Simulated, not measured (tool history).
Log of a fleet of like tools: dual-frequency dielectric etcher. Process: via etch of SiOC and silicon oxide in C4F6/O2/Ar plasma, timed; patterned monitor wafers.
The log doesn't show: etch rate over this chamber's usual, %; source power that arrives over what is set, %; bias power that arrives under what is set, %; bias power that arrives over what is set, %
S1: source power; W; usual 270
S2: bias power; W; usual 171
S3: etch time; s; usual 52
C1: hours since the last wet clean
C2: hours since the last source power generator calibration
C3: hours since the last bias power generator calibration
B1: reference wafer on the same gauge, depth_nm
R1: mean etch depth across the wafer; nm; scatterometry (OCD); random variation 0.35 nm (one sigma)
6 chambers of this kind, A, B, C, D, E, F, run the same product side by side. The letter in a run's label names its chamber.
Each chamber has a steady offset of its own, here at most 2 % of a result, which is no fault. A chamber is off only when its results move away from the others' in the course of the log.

{"run": "1B", "day": 0.292, "S1": 270, "S2": 171, "S3": 52, "C1": 43.9, "C2": 2914.0, "C3": 1580.8, "B1": 41.115, "R1": 50.113}
{"run": "2E", "day": 0.629, "S1": 270, "S2": 171, "S3": 52, "C1": 396.4, "C2": 1693.3, "C3": 1597.8, "B1": 41.102, "R1": 49.589}
{"run": "3C", "day": 0.929, "S1": 270, "S2": 171, "S3": 52, "C1": 341.2, "C2": 2033.4, "C3": 374.6, "B1": 41.034, "R1": 49.167}
{"run": "4F", "day": 1.188, "S1": 270, "S2": 171, "S3": 52, "C1": 209.3, "C2": 2739.6, "C3": 2979.4, "B1": 41.109, "R1": 49.526}
{"run": "5D", "day": 1.508, "S1": 270, "S2": 171, "S3": 52, "C1": 459.2, "C2": 2901.9, "C3": 1713.7, "B1": 41.167, "R1": 50.171}
{"run": "6A", "day": 1.796, "S1": 270, "S2": 171, "S3": 52, "C1": 301.2, "C2": 350.1, "C3": 3162.7, "B1": 41.055, "R1": 50.805}
{"day": 2.117, "done": "chamber D: wet clean of the chamber"}
{"run": "7A", "day": 2.121, "S1": 270, "S2": 171, "S3": 52, "C1": 309.0, "C2": 357.9, "C3": 3170.5, "B1": 41.114, "R1": 49.897}
{"run": "8D", "day": 2.45, "S1": 270, "S2": 171, "S3": 52, "C1": 8.1, "C2": 2924.5, "C3": 1736.3, "B1": 41.084, "R1": 50.05}
{"run": "9E", "day": 2.642, "S1": 270, "S2": 171, "S3": 52, "C1": 444.7, "C2": 1741.6, "C3": 1646.1, "B1": 41.17, "R1": 49.381}
{"run": "10B", "day": 2.825, "S1": 270, "S2": 171, "S3": 52, "C1": 104.7, "C2": 2974.8, "C3": 1641.6, "B1": 41.124, "R1": 49.881}
{"run": "11C", "day": 3.217, "S1": 270, "S2": 171, "S3": 52, "C1": 396.1, "C2": 2088.3, "C3": 429.5, "B1": 41.05, "R1": 49.391}
{"day": 3.312, "done": "chamber C: wet clean of the chamber"}
{"run": "12F", "day": 3.45, "S1": 270, "S2": 171, "S3": 52, "C1": 263.6, "C2": 2793.9, "C3": 3033.7, "B1": 41.167, "R1": 49.478}
{"run": "13F", "day": 3.654, "S1": 270, "S2": 171, "S3": 52, "C1": 268.5, "C2": 2798.8, "C3": 3038.6, "B1": 41.015, "R1": 49.033}
{"run": "14E", "day": 3.871, "S1": 320, "S2": 171, "S3": 52, "C1": 474.2, "C2": 1771.1, "C3": 1675.6, "B1": 41.058, "R1": 52.997}
{"run": "15C", "day": 4.271, "S1": 320, "S2": 171, "S3": 52, "C1": 23.1, "C2": 2113.6, "C3": 454.8, "B1": 41.046, "R1": 52.725}
{"run": "16D", "day": 4.508, "S1": 320, "S2": 171, "S3": 52, "C1": 57.5, "C2": 2973.9, "C3": 1785.7, "B1": 41.137, "R1": 52.274}
{"run": "17B", "day": 4.821, "S1": 320, "S2": 171, "S3": 52, "C1": 152.6, "C2": 3022.7, "C3": 1689.5, "B1": 41.124, "R1": 52.671}
{"run": "18A", "day": 5.196, "S1": 320, "S2": 171, "S3": 52, "C1": 382.8, "C2": 431.7, "C3": 3244.3, "B1": 41.163, "R1": 53.297}
{"day": 5.462, "done": "chamber A: wet clean of the chamber"}
{"run": "19C", "day": 5.542, "S1": 320, "S2": 171, "S3": 52, "C1": 53.6, "C2": 2144.1, "C3": 485.3, "B1": 41.114, "R1": 51.935}
{"run": "20E", "day": 5.783, "S1": 270, "S2": 171, "S3": 52, "C1": 520.1, "C2": 1817.0, "C3": 1721.5, "B1": 41.168, "R1": 49.206}
{"run": "21F", "day": 5.975, "S1": 270, "S2": 171, "S3": 52, "C1": 324.2, "C2": 2854.5, "C3": 3094.3, "B1": 41.089, "R1": 49.23}
{"run": "22A", "day": 6.196, "S1": 270, "S2": 171, "S3": 52, "C1": 17.6, "C2": 455.7, "C3": 3268.3, "B1": 41.104, "R1": 50.317}
{"run": "23D", "day": 6.567, "S1": 270, "S2": 171, "S3": 52, "C1": 106.9, "C2": 3023.3, "C3": 1835.1, "B1": 41.049, "R1": 50.024}
{"day": 6.608, "done": "chamber E: wet clean of the chamber"}
{"run": "24B", "day": 6.808, "S1": 270, "S2": 171, "S3": 52, "C1": 200.3, "C2": 3070.4, "C3": 1737.2, "B1": 41.122, "R1": 49.333}
{"run": "25D", "day": 6.992, "S1": 270, "S2": 171, "S3": 52, "C1": 117.1, "C2": 3033.5, "C3": 1845.3, "B1": 41.102, "R1": 49.232}
{"run": "26E", "day": 7.179, "S1": 270, "S2": 171, "S3": 52, "C1": 13.7, "C2": 1850.5, "C3": 1755.0, "B1": 41.012, "R1": 49.711}
{"run": "27C", "day": 7.408, "S1": 270, "S2": 171, "S3": 52, "C1": 98.4, "C2": 2188.9, "C3": 530.1, "B1": 41.049, "R1": 49.089}
{"run": "28A", "day": 7.8, "S1": 270, "S2": 171, "S3": 52, "C1": 56.1, "C2": 494.2, "C3": 3306.8, "B1": 41.108, "R1": 50.561}
{"run": "29B", "day": 7.988, "S1": 270, "S2": 171, "S3": 52, "C1": 228.6, "C2": 3098.7, "C3": 1765.5, "B1": 41.116, "R1": 49.242}
{"run": "30F", "day": 8.296, "S1": 270, "S2": 171, "S3": 52, "C1": 379.9, "C2": 2910.2, "C3": 3150.0, "B1": 41.074, "R1": 49.748}
{"run": "31B", "day": 8.671, "S1": 270, "S2": 171, "S3": 52, "C1": 245.0, "C2": 3115.1, "C3": 1781.9, "B1": 41.093, "R1": 49.65}
{"run": "32D", "day": 8.954, "S1": 270, "S2": 171, "S3": 52, "C1": 164.2, "C2": 3080.6, "C3": 1892.4, "B1": 41.064, "R1": 50.015}
{"run": "33C", "day": 9.146, "S1": 270, "S2": 171, "S3": 52, "C1": 140.1, "C2": 2230.6, "C3": 571.8, "B1": 41.191, "R1": 49.09}
{"run": "34E", "day": 9.533, "S1": 270, "S2": 145, "S3": 37, "C1": 70.2, "C2": 1907.0, "C3": 1811.5, "B1": 41.089, "R1": 33.278}
{"run": "35F", "day": 9.908, "S1": 270, "S2": 145, "S3": 37, "C1": 418.6, "C2": 2948.9, "C3": 3188.7, "B1": 41.077, "R1": 33.194}
{"run": "36A", "day": 10.212, "S1": 270, "S2": 145, "S3": 37, "C1": 114.0, "C2": 552.1, "C3": 3364.7, "B1": 41.15, "R1": 34.022}
{"run": "37D", "day": 10.475, "S1": 270, "S2": 145, "S3": 37, "C1": 200.7, "C2": 3117.1, "C3": 1928.9, "B1": 41.106, "R1": 33.666}
{"run": "38B", "day": 10.671, "S1": 270, "S2": 145, "S3": 37, "C1": 293.0, "C2": 3163.1, "C3": 1829.9, "B1": 41.11, "R1": 33.098}
{"run": "39F", "day": 11.017, "S1": 270, "S2": 145, "S3": 37, "C1": 445.2, "C2": 2975.5, "C3": 3215.3, "B1": 41.11, "R1": 33.233}
{"run": "40A", "day": 11.225, "S1": 270, "S2": 171, "S3": 52, "C1": 138.3, "C2": 576.4, "C3": 3389.0, "B1": 41.131, "R1": 49.759}

All 6 chambers run these settings next. Forecast each chamber's results:
{"run": "41A", "day": 11.521, "S1": 270, "S2": 185, "S3": 52, "R1": "?"}
{"run": "41B", "day": 11.521, "S1": 270, "S2": 185, "S3": 52, "R1": "?"}
{"run": "41C", "day": 11.521, "S1": 270, "S2": 185, "S3": 52, "R1": "?"}
{"run": "41D", "day": 11.521, "S1": 270, "S2": 185, "S3": 52, "R1": "?"}
{"run": "41E", "day": 11.521, "S1": 270, "S2": 185, "S3": 52, "R1": "?"}
{"run": "41F", "day": 11.521, "S1": 270, "S2": 185, "S3": 52, "R1": "?"}

run=41A R1=51.667
run=41B R1=50.992
run=41C R1=50.679
run=41D R1=51.217
run=41E R1=51.110
run=41F R1=50.977
